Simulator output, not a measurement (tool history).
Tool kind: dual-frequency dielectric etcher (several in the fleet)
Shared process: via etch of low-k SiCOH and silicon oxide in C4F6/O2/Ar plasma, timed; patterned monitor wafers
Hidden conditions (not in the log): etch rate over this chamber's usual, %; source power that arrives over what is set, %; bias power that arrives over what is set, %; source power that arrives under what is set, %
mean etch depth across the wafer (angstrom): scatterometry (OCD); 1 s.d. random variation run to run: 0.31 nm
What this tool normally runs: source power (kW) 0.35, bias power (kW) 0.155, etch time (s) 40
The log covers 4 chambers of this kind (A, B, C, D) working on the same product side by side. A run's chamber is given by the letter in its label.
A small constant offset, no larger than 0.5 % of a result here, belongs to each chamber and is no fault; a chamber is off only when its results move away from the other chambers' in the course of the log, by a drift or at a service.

run	day	source power (kW)	bias power (kW)	etch time (s)	hours since the last wet clean	hours since the last source power generator calibration	hours since the last bias power generator calibration	read-back reference wafer on the same gauge, depth_nm	mean etch depth across the wafer (angstrom)
1A	0.088	0.35	0.155	40	346.3	3100.2	678	94.696	854.54
2B	0.183	0.35	0.155	40	476.2	667.9	2669.9	94.771	857.15
3C	0.3	0.35	0.155	40	274.6	78.7	4105.7	94.702	858.22
4D	0.396	0.35	0.155	40	249.9	1356.1	3327.9	94.668	853.6
5D	0.579	0.35	0.155	40	254.3	1360.5	3332.3	94.711	858.32
6A	0.712	0.35	0.155	40	361.3	3115.2	693	94.773	859.89
7C	0.854	0.35	0.155	40	287.9	92	4119	94.631	858.33
8B	1.012	0.35	0.155	40	496.1	687.8	2689.8	94.724	853.12
9D	1.117	0.35	0.155	40	267.2	1373.4	3345.2	94.687	859.33
10B	1.312	0.41	0.155	45	503.3	695	2697	94.682	1031.9
11A	1.488	0.41	0.155	45	379.9	3133.8	711.6	94.669	1022.5
12C	1.583	0.41	0.155	45	305.4	109.5	4136.5	94.763	1022.2
13C	1.762	0.41	0.155	45	309.7	113.8	4140.8	94.711	1026.9
14D	1.946	0.35	0.131	51.5	287.1	1393.3	3365.1	94.792	1069.3
15A	2.092	0.35	0.131	51.5	394.4	3148.3	726.1	94.697	1050.8
16B	2.254	0.35	0.131	51.5	525.9	717.6	2719.6	94.747	1047.7
17B	2.425	0.35	0.131	51.5	530	721.7	2723.7	94.742	1048.9
18A	2.608	0.35	0.155	40	406.8	3160.7	738.5	94.725	859.59
19C	2.762	0.4	0.18	40	333.7	137.8	4164.8	94.726	954.48
20D	2.875	0.4	0.18	40	309.4	1415.6	3387.4	94.67	972.04
21C	2.975	0.4	0.18	40	338.8	142.9	4169.9	94.77	951.64
22B	3.071	0.4	0.18	40	545.5	737.2	2739.2	94.71	941.99
23D	3.204	0.35	0.155	40	317.3	1423.5	3395.3	94.649	885.04
24A	3.375	0.35	0.155	40	425.2	3179.1	756.9	94.712	856.07
25D	3.554	0.35	0.155	40	325.7	1431.9	3403.7	94.711	892.91

All chambers now run identical settings, listed one chamber a line with results as question marks. What results will each chamber show?
26A	3.692	0.35	0.172	40					?
26B	3.692	0.35	0.172	40					?
26C	3.692	0.35	0.172	40					?
26D	3.692	0.35	0.172	40					?

run	mean etch depth across the wafer (angstrom)
26A	888.68
26B	886.12
26C	882.38
26D	930.36

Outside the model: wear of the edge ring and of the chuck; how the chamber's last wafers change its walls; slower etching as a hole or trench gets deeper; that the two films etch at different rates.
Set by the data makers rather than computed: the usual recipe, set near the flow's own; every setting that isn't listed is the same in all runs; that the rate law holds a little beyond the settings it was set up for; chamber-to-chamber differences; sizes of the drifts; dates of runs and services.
